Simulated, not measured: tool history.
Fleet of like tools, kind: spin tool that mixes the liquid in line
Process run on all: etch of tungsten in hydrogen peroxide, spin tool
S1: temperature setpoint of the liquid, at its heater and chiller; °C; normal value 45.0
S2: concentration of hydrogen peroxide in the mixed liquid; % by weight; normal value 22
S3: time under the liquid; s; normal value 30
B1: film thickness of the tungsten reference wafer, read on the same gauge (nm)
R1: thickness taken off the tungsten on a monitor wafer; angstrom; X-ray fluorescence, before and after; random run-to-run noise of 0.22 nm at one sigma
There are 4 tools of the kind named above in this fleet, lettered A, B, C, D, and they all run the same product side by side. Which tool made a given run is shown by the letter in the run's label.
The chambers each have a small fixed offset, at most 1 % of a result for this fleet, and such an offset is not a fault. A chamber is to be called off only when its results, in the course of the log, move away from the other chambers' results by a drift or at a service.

{"run": "1C", "hour": 2.6, "S1": 45.0, "S2": 22, "S3": 30, "B1": 120.01, "R1": 220.44}
{"run": "2A", "hour": 6.8, "S1": 45.0, "S2": 22, "S3": 30, "B1": 120.0, "R1": 225.47}
{"run": "3B", "hour": 10.6, "S1": 45.0, "S2": 22, "S3": 30, "B1": 120.01, "R1": 224.84}
{"run": "4D", "hour": 13.2, "S1": 45.0, "S2": 22, "S3": 30, "B1": 119.99, "R1": 225.5}
{"run": "5A", "hour": 15.3, "S1": 39.5, "S2": 26, "S3": 30, "B1": 120.0, "R1": 173.65}
{"run": "6B", "hour": 18.7, "S1": 39.5, "S2": 26, "S3": 30, "B1": 120.0, "R1": 169.28}
{"run": "7C", "hour": 22.7, "S1": 39.5, "S2": 26, "S3": 30, "B1": 119.98, "R1": 167.33}
{"run": "8D", "hour": 26.7, "S1": 39.5, "S2": 26, "S3": 30, "B1": 120.02, "R1": 169.59}
{"run": "9A", "hour": 30.5, "S1": 45.0, "S2": 22, "S3": 30, "B1": 120.02, "R1": 223.11}
{"run": "10B", "hour": 33.1, "S1": 37.5, "S2": 22, "S3": 15, "B1": 120.01, "R1": 67.935}
{"run": "11D", "hour": 35.9, "S1": 37.5, "S2": 22, "S3": 15, "B1": 120.0, "R1": 67.668}
{"run": "12C", "hour": 39.9, "S1": 37.5, "S2": 22, "S3": 15, "B1": 120.0, "R1": 68.547}
{"run": "13A", "hour": 42.0, "S1": 37.5, "S2": 22, "S3": 15, "B1": 119.99, "R1": 69.253}
{"run": "14D", "hour": 45.1, "S1": 38.5, "S2": 22, "S3": 45, "B1": 120.01, "R1": 223.08}
{"run": "15C", "hour": 48.5, "S1": 38.5, "S2": 22, "S3": 45, "B1": 120.0, "R1": 214.76}
{"run": "16B", "hour": 51.6, "S1": 38.5, "S2": 22, "S3": 45, "B1": 120.0, "R1": 219.01}
{"run": "17C", "hour": 55.1, "S1": 38.5, "S2": 22, "S3": 45, "B1": 120.02, "R1": 208.32}
{"run": "18D", "hour": 57.2, "S1": 45.0, "S2": 22, "S3": 30, "B1": 119.98, "R1": 222.16}
{"run": "19B", "hour": 60.3, "S1": 45.0, "S2": 22, "S3": 30, "B1": 120.0, "R1": 226.55}
{"run": "20A", "hour": 62.3, "S1": 45.0, "S2": 22, "S3": 30, "B1": 119.99, "R1": 221.71}
{"run": "21A", "hour": 65.3, "S1": 45.0, "S2": 19, "S3": 15, "B1": 119.99, "R1": 104.0}
{"run": "22B", "hour": 68.3, "S1": 45.0, "S2": 19, "S3": 15, "B1": 120.02, "R1": 103.38}
{"run": "23C", "hour": 71.4, "S1": 45.0, "S2": 19, "S3": 15, "B1": 119.99, "R1": 95.437}
{"run": "24D", "hour": 74.8, "S1": 45.0, "S2": 19, "S3": 15, "B1": 120.02, "R1": 103.26}
{"hour": 76.4, "done": "chamber C: thermometer replaced"}
{"run": "25B", "hour": 78.0, "S1": 45.0, "S2": 22, "S3": 30, "B1": 120.0, "R1": 224.32}
{"run": "26C", "hour": 80.6, "S1": 45.0, "S2": 22, "S3": 30, "B1": 120.0, "R1": 205.02}
{"run": "27A", "hour": 82.7, "S1": 45.0, "S2": 22, "S3": 30, "B1": 120.01, "R1": 224.25}
{"run": "28D", "hour": 86.4, "S1": 45.0, "S2": 22, "S3": 30, "B1": 119.99, "R1": 223.9}
{"run": "29D", "hour": 89.6, "S1": 45.0, "S2": 22, "S3": 30, "B1": 119.97, "R1": 223.66}
{"run": "30A", "hour": 93.3, "S1": 49.0, "S2": 22, "S3": 30, "B1": 120.02, "R1": 288.65}
{"run": "31B", "hour": 97.8, "S1": 49.0, "S2": 22, "S3": 30, "B1": 120.01, "R1": 292.91}
{"run": "32C", "hour": 101.4, "S1": 49.0, "S2": 22, "S3": 30, "B1": 119.99, "R1": 250.08}

Predict what each chamber gives when all 4 of them run the settings below next.
{"run": "33A", "hour": 104.6, "S1": 45.0, "S2": 22, "S3": 30, "R1": "?"}
{"run": "33B", "hour": 104.6, "S1": 45.0, "S2": 22, "S3": 30, "R1": "?"}
{"run": "33C", "hour": 104.6, "S1": 45.0, "S2": 22, "S3": 30, "R1": "?"}
{"run": "33D", "hour": 104.6, "S1": 45.0, "S2": 22, "S3": 30, "R1": "?"}

run=33A R1=218.920
run=33B R1=228.170
run=33C R1=191.730
run=33D R1=218.690
